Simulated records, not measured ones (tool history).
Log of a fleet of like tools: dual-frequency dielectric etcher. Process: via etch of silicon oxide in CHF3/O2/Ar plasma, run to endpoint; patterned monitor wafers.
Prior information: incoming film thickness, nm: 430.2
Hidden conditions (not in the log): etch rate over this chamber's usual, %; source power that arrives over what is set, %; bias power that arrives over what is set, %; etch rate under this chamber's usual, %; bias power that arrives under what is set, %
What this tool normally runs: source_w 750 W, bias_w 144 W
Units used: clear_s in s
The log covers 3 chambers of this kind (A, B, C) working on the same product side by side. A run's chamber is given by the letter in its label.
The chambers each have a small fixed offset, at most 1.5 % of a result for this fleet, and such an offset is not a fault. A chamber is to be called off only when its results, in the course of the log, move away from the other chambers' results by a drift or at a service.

run,hour,source_w,bias_w,hours since the last wet clean,hours since the last source power generator calibration,hours since the last bias power generator calibration,clear_s
1C,11.6,750,144,170.0,1850.0,3055.7,216.19
2A,22.5,750,144,345.1,1429.8,45.5,214.41
3B,33.5,750,144,228.8,1037.4,1201.4,215.17
4B,40.9,750,144,236.2,1044.8,1208.8,213.64
# hour 48.5: chamber A: wet clean of the chamber
5A,52.3,750,144,3.9,1459.6,75.3,214.30
6C,60.1,750,144,218.5,1898.5,3104.2,218.33
7B,68.7,750,144,264.0,1072.6,1236.6,214.54
8A,82.1,750,144,33.7,1489.4,105.1,213.58
9C,89.7,750,144,248.1,1928.1,3133.8,217.17
10C,100.1,750,144,258.5,1938.5,3144.2,216.98
11B,107.1,750,144,302.4,1111.0,1275.0,214.24
12A,121.7,750,144,73.3,1529.0,144.7,215.24
13C,128.5,750,144,286.9,1966.9,3172.6,218.44
14B,137.2,750,144,332.5,1141.1,1305.1,215.78
15A,146.3,750,174,97.9,1553.6,169.3,202.47
# hour 152.1: chamber C: source power generator calibrated
16C,154.0,750,174,312.4,1.9,3198.1,203.65
17B,164.8,750,174,360.1,1168.7,1332.7,202.72
18A,173.6,750,144,125.2,1580.9,196.6,214.16
# hour 181.6: chamber B: wet clean of the chamber
19B,182.4,750,144,0.9,1186.3,1350.3,220.07
20C,191.1,750,144,349.5,39.0,3235.2,217.94
21A,201.8,750,144,153.4,1609.1,224.8,214.28
22A,215.0,750,144,166.6,1622.3,238.0,215.56
23C,221.9,750,144,380.3,69.8,3266.0,217.93
24B,233.6,810,144,52.1,1237.5,1401.5,212.62
25A,241.3,810,144,192.9,1648.6,264.3,208.75
26C,253.3,810,144,411.7,101.2,3297.4,209.50
27B,261.9,750,144,80.4,1265.8,1429.8,220.07
28A,275.7,750,144,227.3,1683.0,298.7,214.21
29C,287.6,750,144,446.0,135.5,3331.7,217.44
30B,300.0,750,144,118.5,1303.9,1467.9,219.64
31B,309.4,750,144,127.9,1313.3,1477.3,220.08
32C,321.4,750,144,479.8,169.3,3365.5,217.32
33A,331.2,750,144,282.8,1738.5,354.2,215.53
34B,339.9,750,144,158.4,1343.8,1507.8,220.05
# hour 347.8: chamber C: wet clean of the chamber
35A,350.3,750,144,301.9,1757.6,373.3,215.99
36C,357.6,750,144,9.9,205.5,3401.7,216.70
37A,367.3,750,144,318.9,1774.6,390.3,216.32
38C,379.1,750,144,31.4,227.0,3423.2,218.56
39B,392.0,750,144,210.5,1395.9,1559.9,221.24
40B,406.8,750,144,225.3,1410.7,1574.7,220.15
41C,421.1,750,144,73.4,269.0,3465.2,216.92

Each of the 3 chambers runs these same settings next. Fill in every chamber's results:
42A,431.8,750,121,,,,?
42B,431.8,750,121,,,,?
42C,431.8,750,121,,,,?

run,clear_s
42A,226.64
42B,231.64
42C,229.52
